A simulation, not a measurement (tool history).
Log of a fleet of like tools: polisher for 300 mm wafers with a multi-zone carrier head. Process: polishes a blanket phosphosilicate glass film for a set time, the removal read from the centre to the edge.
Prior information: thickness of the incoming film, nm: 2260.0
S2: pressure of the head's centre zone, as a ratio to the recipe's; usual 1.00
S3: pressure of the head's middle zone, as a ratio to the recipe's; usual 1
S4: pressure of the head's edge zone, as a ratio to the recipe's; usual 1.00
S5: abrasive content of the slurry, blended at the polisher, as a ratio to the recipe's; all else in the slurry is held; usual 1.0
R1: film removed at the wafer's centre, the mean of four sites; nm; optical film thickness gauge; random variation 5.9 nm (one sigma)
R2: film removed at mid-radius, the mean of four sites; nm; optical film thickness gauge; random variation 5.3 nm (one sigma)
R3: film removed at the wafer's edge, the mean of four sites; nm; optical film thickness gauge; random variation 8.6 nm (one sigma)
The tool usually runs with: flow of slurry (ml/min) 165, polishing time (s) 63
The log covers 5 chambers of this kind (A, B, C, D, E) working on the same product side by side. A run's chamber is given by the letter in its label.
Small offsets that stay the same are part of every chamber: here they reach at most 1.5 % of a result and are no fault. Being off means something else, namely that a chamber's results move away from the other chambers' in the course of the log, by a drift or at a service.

run 1D hour=6.6 | flow_of_slurry_(ml/min)=165 S2=1.00 S3=1 S4=1.00 S5=1.0 polishing_time_(s)=63 | R1=855.29 R2=855.65 R3=864.07
run 2B hour=13.6 | flow_of_slurry_(ml/min)=165 S2=1.00 S3=1 S4=1.00 S5=1.0 polishing_time_(s)=63 | R1=849.23 R2=862.13 R3=847.87
-- hour=21.1 chamber E: worn pad replaced by a new one
run 3C hour=24.9 | flow_of_slurry_(ml/min)=165 S2=1.00 S3=1 S4=1.00 S5=1.0 polishing_time_(s)=63 | R1=862.77 R2=868.66 R3=851.68
-- hour=27.4 chamber B: worn pad replaced by a new one
run 4A hour=32.0 | flow_of_slurry_(ml/min)=165 S2=1.00 S3=1 S4=1.00 S5=1.0 polishing_time_(s)=63 | R1=844.83 R2=856.57 R3=856.97
run 5E hour=37.8 | flow_of_slurry_(ml/min)=165 S2=1.00 S3=1 S4=1.00 S5=1.0 polishing_time_(s)=63 | R1=861.21 R2=852.17 R3=860.49
-- hour=42.3 chamber D: worn pad replaced by a new one
run 6D hour=49.8 | flow_of_slurry_(ml/min)=165 S2=1.00 S3=1 S4=1.00 S5=1.0 polishing_time_(s)=63 | R1=853.24 R2=861.60 R3=848.45
-- hour=54.3 chamber D: edge zone pressure recalibrated
run 7E hour=59.1 | flow_of_slurry_(ml/min)=165 S2=1.00 S3=1 S4=1.00 S5=1.0 polishing_time_(s)=63 | R1=866.84 R2=860.49 R3=856.38
-- hour=70.0 chamber C: worn pad replaced by a new one
run 8C hour=71.1 | flow_of_slurry_(ml/min)=165 S2=1.00 S3=1 S4=1.00 S5=1.0 polishing_time_(s)=63 | R1=851.07 R2=854.47 R3=862.62
-- hour=71.5 chamber A: worn pad replaced by a new one
-- hour=72.5 chamber C: centre zone pressure recalibrated
run 9B hour=80.7 | flow_of_slurry_(ml/min)=165 S2=1.00 S3=1 S4=1.00 S5=1.0 polishing_time_(s)=63 | R1=862.21 R2=858.59 R3=860.75
-- hour=83.1 chamber E: worn pad replaced by a new one
run 10A hour=91.6 | flow_of_slurry_(ml/min)=165 S2=1.00 S3=1 S4=1.00 S5=1.0 polishing_time_(s)=63 | R1=853.06 R2=846.17 R3=845.22
run 11C hour=98.1 | flow_of_slurry_(ml/min)=165 S2=1.00 S3=1 S4=1.00 S5=1.0 polishing_time_(s)=63 | R1=859.56 R2=867.70 R3=858.71
-- hour=105.6 chamber D: worn pad replaced by a new one
run 12A hour=109.7 | flow_of_slurry_(ml/min)=165 S2=1.00 S3=1 S4=1.00 S5=1.0 polishing_time_(s)=63 | R1=856.36 R2=852.14 R3=866.34
run 13D hour=119.2 | flow_of_slurry_(ml/min)=165 S2=1.00 S3=1 S4=1.00 S5=1.0 polishing_time_(s)=63 | R1=850.57 R2=861.54 R3=837.94
run 14E hour=126.0 | flow_of_slurry_(ml/min)=165 S2=1.00 S3=1 S4=1.00 S5=1.0 polishing_time_(s)=63 | R1=859.63 R2=847.44 R3=875.27
run 15B hour=136.2 | flow_of_slurry_(ml/min)=135 S2=1.00 S3=1 S4=1.00 S5=1.0 polishing_time_(s)=44 | R1=580.92 R2=577.38 R3=587.93
-- hour=144.7 chamber A: worn pad replaced by a new one
run 16C hour=148.3 | flow_of_slurry_(ml/min)=135 S2=1.00 S3=1 S4=1.00 S5=1.0 polishing_time_(s)=44 | R1=568.70 R2=587.61 R3=578.87
-- hour=153.7 chamber E: worn pad replaced by a new one
run 17B hour=153.9 | flow_of_slurry_(ml/min)=135 S2=1.00 S3=1 S4=1.00 S5=1.0 polishing_time_(s)=44 | R1=577.32 R2=579.87 R3=582.37
run 18A hour=160.5 | flow_of_slurry_(ml/min)=135 S2=1.00 S3=1 S4=1.00 S5=1.0 polishing_time_(s)=44 | R1=567.28 R2=576.80 R3=581.52
-- hour=162.9 chamber D: slurry nozzle cleaned
-- hour=170.0 chamber D: worn pad replaced by a new one
run 19E hour=172.7 | flow_of_slurry_(ml/min)=135 S2=1.00 S3=1 S4=1.00 S5=1.0 polishing_time_(s)=44 | R1=571.49 R2=581.15 R3=587.57
-- hour=173.5 chamber A: centre zone pressure recalibrated
-- hour=181.0 chamber B: worn pad replaced by a new one
run 20D hour=185.1 | flow_of_slurry_(ml/min)=165 S2=1.00 S3=1 S4=1.00 S5=1.0 polishing_time_(s)=63 | R1=850.27 R2=851.56 R3=859.15
run 21D hour=192.5 | flow_of_slurry_(ml/min)=165 S2=1.00 S3=1 S4=1.00 S5=1.0 polishing_time_(s)=63 | R1=855.81 R2=844.72 R3=862.96
run 22C hour=200.5 | flow_of_slurry_(ml/min)=205 S2=0.90 S3=1 S4=1.00 S5=1.0 polishing_time_(s)=63 | R1=796.31 R2=887.44 R3=882.64
-- hour=209.3 chamber A: edge zone pressure recalibrated
run 23A hour=209.6 | flow_of_slurry_(ml/min)=205 S2=0.90 S3=1 S4=1.00 S5=1.0 polishing_time_(s)=63 | R1=785.78 R2=878.18 R3=874.59
-- hour=211.9 chamber C: worn pad replaced by a new one
-- hour=214.5 chamber E: worn pad replaced by a new one
run 24E hour=220.2 | flow_of_slurry_(ml/min)=205 S2=0.90 S3=1 S4=1.00 S5=1.0 polishing_time_(s)=63 | R1=790.74 R2=886.42 R3=886.62
-- hour=221.9 chamber A: worn pad replaced by a new one
-- hour=231.7 chamber D: worn pad replaced by a new one
run 25B hour=231.7 | flow_of_slurry_(ml/min)=205 S2=0.90 S3=1 S4=1.00 S5=1.0 polishing_time_(s)=63 | R1=793.20 R2=898.07 R3=886.08
run 26E hour=239.0 | flow_of_slurry_(ml/min)=205 S2=0.90 S3=1 S4=1.00 S5=1.0 polishing_time_(s)=63 | R1=793.98 R2=884.76 R3=895.72
run 27C hour=248.8 | flow_of_slurry_(ml/min)=165 S2=0.95 S3=1 S4=1.11 S5=1.0 polishing_time_(s)=63 | R1=814.64 R2=862.83 R3=922.10
run 28D hour=258.3 | flow_of_slurry_(ml/min)=165 S2=0.95 S3=1 S4=1.11 S5=1.0 polishing_time_(s)=63 | R1=809.89 R2=857.24 R3=900.71
run 29A hour=265.6 | flow_of_slurry_(ml/min)=165 S2=0.95 S3=1 S4=1.11 S5=1.0 polishing_time_(s)=63 | R1=819.84 R2=857.29 R3=900.54
-- hour=269.0 chamber B: edge zone pressure recalibrated
run 30B hour=274.7 | flow_of_slurry_(ml/min)=165 S2=0.95 S3=1 S4=1.11 S5=1.0 polishing_time_(s)=63 | R1=812.20 R2=858.32 R3=907.43
-- hour=282.2 chamber E: worn pad replaced by a new one
run 31A hour=287.4 | flow_of_slurry_(ml/min)=165 S2=0.95 S3=1 S4=1.11 S5=1.0 polishing_time_(s)=63 | R1=816.36 R2=852.29 R3=898.83
-- hour=292.2 chamber D: worn pad replaced by a new one
run 32E hour=293.6 | flow_of_slurry_(ml/min)=165 S2=1.00 S3=1 S4=1.00 S5=1.0 polishing_time_(s)=63 | R1=863.35 R2=853.40 R3=851.85
run 33D hour=305.7 | flow_of_slurry_(ml/min)=165 S2=1.00 S3=1 S4=1.00 S5=1.0 polishing_time_(s)=63 | R1=854.24 R2=861.42 R3=843.60
run 34B hour=318.2 | flow_of_slurry_(ml/min)=165 S2=1.00 S3=1 S4=1.00 S5=0.8 polishing_time_(s)=63 | R1=768.68 R2=773.45 R3=760.73

For the next run the whole fleet of 5 chambers uses the same settings. Give each chamber's results:
run 35A hour=327.3 | flow_of_slurry_(ml/min)=165 S2=1.00 S3=1 S4=1.00 S5=1.0 polishing_time_(s)=63 | R1=? R2=? R3=?
run 35B hour=327.3 | flow_of_slurry_(ml/min)=165 S2=1.00 S3=1 S4=1.00 S5=1.0 polishing_time_(s)=63 | R1=? R2=? R3=?
run 35C hour=327.3 | flow_of_slurry_(ml/min)=165 S2=1.00 S3=1 S4=1.00 S5=1.0 polishing_time_(s)=63 | R1=? R2=? R3=?
run 35D hour=327.3 | flow_of_slurry_(ml/min)=165 S2=1.00 S3=1 S4=1.00 S5=1.0 polishing_time_(s)=63 | R1=? R2=? R3=?
run 35E hour=327.3 | flow_of_slurry_(ml/min)=165 S2=1.00 S3=1 S4=1.00 S5=1.0 polishing_time_(s)=63 | R1=? R2=? R3=?

run=35A R1=850.00 R2=852.39 R3=853.12
run=35B R1=852.21 R2=855.11 R3=848.91
run=35C R1=864.26 R2=867.58 R3=863.70
run=35D R1=857.56 R2=856.75 R3=863.27
run=35E R1=850.44 R2=851.79 R3=861.84
